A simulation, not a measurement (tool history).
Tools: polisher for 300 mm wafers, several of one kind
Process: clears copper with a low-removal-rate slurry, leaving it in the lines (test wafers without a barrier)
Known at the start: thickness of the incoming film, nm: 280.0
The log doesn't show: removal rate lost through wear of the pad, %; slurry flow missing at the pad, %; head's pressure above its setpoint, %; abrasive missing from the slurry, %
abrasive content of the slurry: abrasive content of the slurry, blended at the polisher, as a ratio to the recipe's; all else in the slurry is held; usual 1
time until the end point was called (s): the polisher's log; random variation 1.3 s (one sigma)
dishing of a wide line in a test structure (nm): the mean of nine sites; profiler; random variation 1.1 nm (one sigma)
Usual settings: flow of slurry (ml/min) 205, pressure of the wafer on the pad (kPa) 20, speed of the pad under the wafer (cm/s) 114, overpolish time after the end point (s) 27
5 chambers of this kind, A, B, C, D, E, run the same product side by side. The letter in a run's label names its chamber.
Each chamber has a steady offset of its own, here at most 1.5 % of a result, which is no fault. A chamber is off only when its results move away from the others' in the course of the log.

run	day	flow of slurry (ml/min)	pressure of the wafer on the pad (kPa)	speed of the pad under the wafer (cm/s)	abrasive content of the slurry	overpolish time after the end point (s)	wafers polished on this pad	hours since the slurry nozzle was cleaned	hours since the head pressure was calibrated	hours since the slurry blender was calibrated	time until the end point was called (s)	dishing of a wide line in a test structure (nm)
1A	0.208	205	20	114	1	27	948	34.1	707.2	38	91.433	54.581
2B	0.479	205	20	114	1	27	365	101.3	213.1	25.2	90.584	54.813
# day 0.767: chamber A: worn pad replaced by a new one
3E	0.779	205	20	114	1	27	1283	58.8	894.7	157.7	92.248	56.128
4C	0.979	205	20	114	1	27	314	312.5	419.4	72	88.221	55.299
5D	1.225	205	20	114	1	27	642	113.4	136.7	135.9	88.504	54.494
6B	1.442	205	20	114	1	27	505	124.4	236.2	48.3	87.901	57.229
7D	1.704	205	20	114	1	27	711	124.9	148.2	147.4	89.813	56.196
# day 1.725: chamber E: worn pad replaced by a new one
8E	1.879	205	20	114	1	27	22	85.2	921.1	184.1	90.549	52.386
9A	2.096	205	20	114	1	27	193	79.4	752.5	83.3	91.137	54.526
10C	2.433	205	20	114	1	27	525	347.4	454.3	106.9	90.215	57.7
11E	2.7	205	20	114	1	27	141	104.9	940.8	203.8	90.245	54.677
12C	3.017	205	20	114	1	27	610	361.4	468.3	120.9	91.31	54.802
13D	3.221	205	20	114	1	27	932	161.3	184.6	183.8	92.124	54.34
# day 3.438: chamber C: slurry nozzle cleaned
14A	3.475	205	20	148	1	33	393	112.5	785.6	116.4	70.181	78.655
# day 3.638: chamber A: head pressure recalibrated
15B	3.7	205	20	148	1	33	833	178.6	290.4	102.5	70.604	79.081
16A	3.875	205	20	148	1	33	451	122.1	5.7	126	69.285	81.032
17B	4.054	205	20	148	1	33	884	187.1	298.9	111	70.52	77.406
18C	4.383	205	20	148	1	33	808	22.7	501.1	153.7	69.551	80.619
19E	4.575	205	20	114	1	27	413	149.9	985.8	248.8	90.916	53.956
20D	4.733	205	15.9	114	1.1	27	1151	197.6	220.9	220.1	114.29	45.699
# day 4.804: chamber B: slurry blender recalibrated
21B	4.892	205	15.9	114	1.1	27	1006	207.2	319	2.1	110.55	45.977
22C	5.171	205	15.9	114	1.1	27	923	41.6	520	172.6	111.84	44.561
23D	5.379	205	15.9	114	1.1	27	1245	213.1	236.4	235.6	116.98	44.595
24A	5.571	205	15.9	114	1.1	27	697	162.8	46.4	166.7	111.35	46.496
25E	5.854	205	20	114	1	27	599	180.6	1016.5	279.5	92.192	54.359
# day 6.008: chamber C: slurry blender recalibrated
26B	6.142	205	20	114	1	27	1187	237.2	349	32.1	90.352	53.398
27E	6.367	205	20	114	1	27	674	192.9	1028.8	291.8	89.395	54.536
28D	6.542	205	20	114	1	27	1414	241	264.3	263.5	93.322	54.79
29C	6.742	205	20	114	1	27	1151	79.3	557.7	17.6	91.731	53.62
# day 6.904: chamber E: slurry blender recalibrated
30A	6.929	205	20	114	1	27	895	195.4	79	199.3	91.105	54.103
# day 7.054: chamber C: worn pad replaced by a new one
31A	7.2	205	20	114	1	27	934	201.9	85.5	205.8	91.434	57.003
# day 7.367: chamber D: slurry nozzle cleaned
32B	7.404	205	20	114	1	27	1371	267.5	379.3	62.4	91.034	53.985
# day 7.604: chamber D: worn pad replaced by a new one
33D	7.733	205	20	114	1	27	19	8.9	292.9	292.1	95.05	53.895
# day 7.75: chamber A: slurry blender recalibrated
34E	7.883	205	20	114	1	27	894	229.3	1065.2	23.6	92.502	57.703
35C	8.183	205	20	114	1	27	163	113.9	592.3	52.2	88.46	56.983
36E	8.467	205	20	114	1	27	979	243.3	1079.2	37.6	89.651	55.352
# day 8.592: chamber B: worn pad replaced by a new one
37D	8.729	205	20	114	1	27	163	32.8	316.8	316	96.795	51.584
38A	8.904	205	20	114	1	27	1182	242.8	126.4	27.8	91.391	54.802
39C	9.175	205	20	114	1	27	307	137.7	616.1	76	91.954	56.808
40B	9.35	205	20	114	1	27	110	314.2	426	109.1	91.226	54.423
41C	9.638	205	20	114	1	27	375	148.8	627.2	87.1	92.384	55.203

What goes on in this fleet: one chamber off, a drifting gauge, or nothing beyond the chambers' own small offsets? Name the chamber and the cause, if any.

Chamber D drifts away from the others.
Cause: abrasive missing from the slurry, % = 33.3.
The log may not tell that from: head's pressure below its setpoint, %.

Here are 4 candidates for chamber D's next run, each the usual settings with a change, their results left as question marks. Which one brings its results back in line with what the others give on the usual settings?
In line means no further than this from the other chambers' mean on the usual settings: time until the end point was called (s) 4.7; dishing of a wide line in a test structure (nm) 3.6
42D-1	9.892	205	20.7	118	1	27					?	?
42D-2	9.892	205	19.3	110	1	27					?	?
42D-3	9.892	205	18.6	104	1	28					?	?
42D-4	9.892	205	21.4	124	1	27					?	?

The other chambers' mean on the usual settings: time until the end point was called (s) 91.27; dishing of a wide line in a test structure (nm) 55.187
run	time until the end point was called (s)	dishing of a wide line in a test structure (nm)
42D-1	91.089	55.271
42D-2	104.85	48.884
42D-3	115.12	46.457
42D-4	83.82	59.337
42D-1 brings the chamber back in line.
